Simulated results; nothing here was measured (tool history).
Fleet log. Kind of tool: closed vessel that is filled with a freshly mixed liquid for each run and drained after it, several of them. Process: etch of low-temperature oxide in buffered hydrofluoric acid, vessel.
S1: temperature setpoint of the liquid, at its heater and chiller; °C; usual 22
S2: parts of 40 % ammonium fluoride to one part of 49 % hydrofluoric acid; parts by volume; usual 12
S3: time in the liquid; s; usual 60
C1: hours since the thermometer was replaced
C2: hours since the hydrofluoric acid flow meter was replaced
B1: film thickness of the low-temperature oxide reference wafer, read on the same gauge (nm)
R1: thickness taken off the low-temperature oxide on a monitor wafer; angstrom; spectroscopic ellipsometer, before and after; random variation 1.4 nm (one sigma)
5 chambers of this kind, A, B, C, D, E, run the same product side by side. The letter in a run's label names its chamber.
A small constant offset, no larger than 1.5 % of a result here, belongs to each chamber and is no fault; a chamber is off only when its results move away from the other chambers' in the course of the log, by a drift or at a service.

run   hour    S1    S2  S3      C1     C2      B1      R1
 1B    5.5    22    12  60   660.5  937.8  59.983  2669.5
 2D   13.1    22    12  60      72  164.9  59.951  2689.3
 3C   21.2    22    12  60  1002.2    568  59.972  2656.5
 4A   27.2    22    12  60  2075.9  629.6  60.018  2654.5
 5E     34    22    14  60     983  744.1  59.957    2291
 6D   38.4    22    14  60    97.3  190.2  60.007    2315
 7E   45.5    22    14  60   994.5  755.6  59.993  2295.1
 8C   51.1    22    14  60  1032.1  597.9  59.942  2284.8
 9B   58.2    22    14  60   713.2  990.5  59.991  2279.3
10A   64.7    22    12  60  2113.4  667.1  59.948    2675
11A   71.2    22    12  60  2119.9  673.6  60.008  2665.4
        76  -- chamber B: hydrofluoric acid flow meter replaced
12E   79.4    22    12  60  1028.4  789.5   60.01  2684.2
13D   87.1    22    12  60     146  238.9  60.013  2717.1
14C   93.3  24.5    12  60  1074.3  640.1   59.97  3045.1
15B   98.8  24.5    12  60   753.8   22.8  59.945  3058.6
16D  104.5  24.5    12  60   163.4  256.3  60.024  3084.9
17E    112  24.5    12  60    1061  822.1  60.021  3114.7
18C  118.7  24.5    12  60  1099.7  665.5  59.982  3038.7
19B  126.2    22    12  60   781.2   50.2  59.986  2659.3
20A  133.6    22    12  60  2182.3    736  60.002  2683.1
21A  140.4    22    12  60  2189.1  742.8  60.059    2667
22C  147.3    22    12  60  1128.3  694.1  60.001  2646.1
23E    156    22    12  60    1105  866.1  60.022  2740.5
24D  162.5    22    12  60   221.4  314.3  60.032    2688
25B  170.4    22    12  60   825.4   94.4  60.009  2651.4
26E  175.3    22    12  60  1124.3  885.4   59.98  2765.2
27C  183.3    17    12  60  1164.3  730.1  59.992  1999.2
28A  191.2    17    12  60  2239.9  793.6  60.024  2026.2
29B  196.2    17    12  60   851.2  120.2  59.998  1993.5
30D  203.2    17    12  60   262.1    355  60.001    2031
31C  210.2    17    12  60  1191.2    757  60.029  1997.5
32A  214.6  25.5    16  60  2263.3    817  60.001  2460.3
33E  221.7  25.5    16  60  1170.7  931.8  59.962  2521.3
34D  226.1  25.5    16  60     285  377.9  59.983  2443.1
35B  232.9  25.5    16  60   887.9  156.9  59.987  2417.1
36E  238.7  25.5    16  60  1187.7  948.8  59.986  2535.2
37C  245.8    19  13.5  60  1226.8  792.6  59.997  2000.6
38D  252.2    19  13.5  60   311.1    404  60.015  2004.2
39A  261.1    19  13.5  60  2309.8  863.5  60.014  2015.2

Next, all 5 chambers run the settings below, one line each with question marks for the results. What does each chamber give?
40A  267.6  22   9  60               ?
40B  267.6  22   9  60               ?
40C  267.6  22   9  60               ?
40D  267.6  22   9  60               ?
40E  267.6  22   9  60               ?

run      R1
40A    3404
40B  3365.7
40C  3417.3
40D  3452.1
40E  3595.8

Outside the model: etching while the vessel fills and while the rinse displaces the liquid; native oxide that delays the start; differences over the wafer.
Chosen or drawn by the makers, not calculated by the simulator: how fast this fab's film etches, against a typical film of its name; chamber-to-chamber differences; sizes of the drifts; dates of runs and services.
